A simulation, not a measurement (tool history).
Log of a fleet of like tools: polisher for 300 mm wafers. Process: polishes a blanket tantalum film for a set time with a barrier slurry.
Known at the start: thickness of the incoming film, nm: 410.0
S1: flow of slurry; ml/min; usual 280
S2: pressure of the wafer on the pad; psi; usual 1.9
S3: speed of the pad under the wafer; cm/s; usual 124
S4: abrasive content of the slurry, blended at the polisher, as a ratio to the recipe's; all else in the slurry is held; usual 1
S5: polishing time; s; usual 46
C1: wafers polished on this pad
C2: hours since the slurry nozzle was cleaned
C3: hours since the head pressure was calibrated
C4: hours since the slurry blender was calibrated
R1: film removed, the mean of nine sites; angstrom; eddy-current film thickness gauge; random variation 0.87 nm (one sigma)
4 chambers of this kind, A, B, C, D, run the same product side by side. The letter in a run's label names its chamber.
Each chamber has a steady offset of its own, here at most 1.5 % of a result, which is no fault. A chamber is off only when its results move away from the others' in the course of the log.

-- hour=0.9 chamber C: worn pad replaced by a new one
run 1A hour=3.6 | S1=280 S2=1.9 S3=124 S4=1 S5=46 | C1=294 C2=745.1 C3=26.4 C4=105.8 | R1=803.32
run 2D hour=9.1 | S1=280 S2=1.9 S3=124 S4=1 S5=46 | C1=176 C2=395.9 C3=263.8 C4=268.9 | R1=781.03
run 3B hour=14.8 | S1=280 S2=1.9 S3=124 S4=1 S5=46 | C1=653 C2=345.3 C3=442.2 C4=111.7 | R1=815.08
run 4C hour=20.2 | S1=280 S2=1.9 S3=124 S4=1 S5=46 | C1=324 C2=184.7 C3=1124.8 C4=81.4 | R1=799.21
run 5B hour=24.2 | S1=280 S2=1.9 S3=124 S4=1 S5=46 | C1=810 C2=354.7 C3=451.6 C4=121.1 | R1=807.22
run 6D hour=29.6 | S1=280 S2=1.9 S3=124 S4=1 S5=46 | C1=520 C2=416.4 C3=284.3 C4=289.4 | R1=773.27
-- hour=34.6 chamber C: slurry blender recalibrated
run 7C hour=34.9 | S1=280 S2=1.9 S3=124 S4=1 S5=46 | C1=571 C2=199.4 C3=1139.5 C4=0.3 | R1=806.78
-- hour=39.1 chamber A: worn pad replaced by a new one
run 8A hour=40.3 | S1=280 S2=1.9 S3=124 S4=1 S5=46 | C1=20 C2=781.8 C3=63.1 C4=142.5 | R1=787.69
-- hour=42.4 chamber D: worn pad replaced by a new one
run 9C hour=43.2 | S1=355 S2=1.9 S3=156 S4=1 S5=46 | C1=710 C2=207.7 C3=1147.8 C4=8.6 | R1=1048.00
run 10B hour=46.5 | S1=355 S2=1.9 S3=156 S4=1 S5=46 | C1=1185 C2=377.0 C3=473.9 C4=143.4 | R1=1030.20
-- hour=49.6 chamber B: worn pad replaced by a new one
run 11A hour=50.3 | S1=355 S2=1.9 S3=156 S4=1 S5=46 | C1=188 C2=791.8 C3=73.1 C4=152.5 | R1=1045.30
run 12D hour=54.3 | S1=355 S2=1.9 S3=156 S4=1 S5=46 | C1=200 C2=441.1 C3=309.0 C4=314.1 | R1=1020.40
run 13D hour=58.1 | S1=280 S2=1.9 S3=124 S4=1 S5=46 | C1=264 C2=444.9 C3=312.8 C4=317.9 | R1=808.82
run 14C hour=62.0 | S1=280 S2=1.9 S3=124 S4=1 S5=46 | C1=1026 C2=226.5 C3=1166.6 C4=27.4 | R1=791.17
-- hour=64.7 chamber C: slurry nozzle cleaned
run 15B hour=65.2 | S1=280 S2=1.9 S3=124 S4=1 S5=46 | C1=262 C2=395.7 C3=492.6 C4=162.1 | R1=810.22
-- hour=68.9 chamber A: slurry blender recalibrated
run 16A hour=68.9 | S1=280 S2=1.9 S3=124 S4=1 S5=46 | C1=500 C2=810.4 C3=91.7 C4=0.1 | R1=803.80
-- hour=69.1 chamber C: worn pad replaced by a new one
run 17C hour=74.6 | S1=280 S2=1.9 S3=124 S4=1 S5=46 | C1=92 C2=10.0 C3=1179.2 C4=40.0 | R1=803.45
-- hour=75.6 chamber A: slurry nozzle cleaned
-- hour=77.3 chamber D: worn pad replaced by a new one
run 18A hour=78.0 | S1=280 S2=1.9 S3=124 S4=1 S5=46 | C1=652 C2=2.5 C3=100.8 C4=9.2 | R1=825.03
-- hour=78.2 chamber B: slurry nozzle cleaned
run 19D hour=81.0 | S1=280 S2=1.9 S3=124 S4=1 S5=37 | C1=62 C2=467.8 C3=335.7 C4=340.8 | R1=644.20
run 20B hour=86.9 | S1=280 S2=1.9 S3=124 S4=1 S5=37 | C1=626 C2=8.7 C3=514.3 C4=183.8 | R1=630.61
run 21C hour=90.5 | S1=280 S2=1.9 S3=124 S4=1 S5=37 | C1=359 C2=25.9 C3=1195.1 C4=55.9 | R1=641.47
run 22A hour=93.4 | S1=280 S2=1.9 S3=124 S4=1 S5=37 | C1=911 C2=17.9 C3=116.2 C4=24.6 | R1=655.48
-- hour=94.2 chamber A: worn pad replaced by a new one
run 23B hour=98.3 | S1=280 S2=1.9 S3=124 S4=1 S5=46 | C1=817 C2=20.1 C3=525.7 C4=195.2 | R1=787.91
run 24D hour=102.1 | S1=280 S2=1.9 S3=124 S4=1 S5=46 | C1=416 C2=488.9 C3=356.8 C4=361.9 | R1=788.82
run 25C hour=105.6 | S1=280 S2=1.9 S3=124 S4=1 S5=46 | C1=612 C2=41.0 C3=1210.2 C4=71.0 | R1=802.43
run 26A hour=108.2 | S1=280 S2=1.9 S3=124 S4=1 S5=46 | C1=235 C2=32.7 C3=131.0 C4=39.4 | R1=801.71
run 27D hour=112.8 | S1=280 S2=1.9 S3=124 S4=1 S5=46 | C1=595 C2=499.6 C3=367.5 C4=372.6 | R1=804.58
-- hour=115.2 chamber C: head pressure recalibrated
run 28B hour=116.0 | S1=280 S2=1.9 S3=124 S4=1 S5=46 | C1=1114 C2=37.8 C3=543.4 C4=212.9 | R1=767.97
run 29B hour=119.6 | S1=280 S2=1.9 S3=124 S4=1 S5=46 | C1=1174 C2=41.4 C3=547.0 C4=216.5 | R1=777.66
-- hour=120.9 chamber D: worn pad replaced by a new one
-- hour=122.5 chamber B: worn pad replaced by a new one
run 30D hour=124.5 | S1=315 S2=1.9 S3=142 S4=1 S5=46 | C1=60 C2=511.3 C3=379.2 C4=384.3 | R1=913.44
run 31A hour=127.6 | S1=315 S2=1.9 S3=142 S4=1 S5=46 | C1=560 C2=52.1 C3=150.4 C4=58.8 | R1=940.47
run 32C hour=131.5 | S1=315 S2=1.9 S3=142 S4=1 S5=46 | C1=1047 C2=66.9 C3=16.3 C4=96.9 | R1=928.88
run 33A hour=134.9 | S1=315 S2=1.9 S3=142 S4=1 S5=46 | C1=683 C2=59.4 C3=157.7 C4=66.1 | R1=932.91
-- hour=138.3 chamber C: worn pad replaced by a new one
run 34C hour=140.5 | S1=280 S2=1.9 S3=124 S4=1 S5=46 | C1=37 C2=75.9 C3=25.3 C4=105.9 | R1=800.86
run 35B hour=144.8 | S1=280 S2=1.9 S3=124 S4=1 S5=46 | C1=375 C2=66.6 C3=572.2 C4=241.7 | R1=765.35

Is one chamber off against the others, does the gauge drift, or is nothing wrong? If a chamber is off, say which, and what the likeliest cause is.

Chamber B drifts away from the others.
Cause: abrasive missing from the slurry, % = 21.4.
The log may not tell that from: head's pressure below its setpoint, %.

Here are 4 candidates for chamber B's next run, each the usual settings with a change, their results left as question marks. Which one brings its results back in line with what the others give on the usual settings?
In line means no further than this from the other chambers' mean on the usual settings: R1 30.00 angstrom
run 36B-1 hour=149.1 | S1=280 S2=1.8 S3=120 S4=1 S5=44 | R1=?
run 36B-2 hour=149.1 | S1=280 S2=1.9 S3=124 S4=1 S5=49 | R1=?
run 36B-3 hour=149.1 | S1=280 S2=2.0 S3=128 S4=1 S5=48 | R1=?
run 36B-4 hour=149.1 | S1=280 S2=1.9 S3=118 S4=1 S5=46 | R1=?

The other chambers' mean on the usual settings: R1 801.68 angstrom
run=36B-1 R1=663.42
run=36B-2 R1=805.84
run=36B-3 R1=857.74
run=36B-4 R1=719.78
36B-2 brings the chamber back in line.
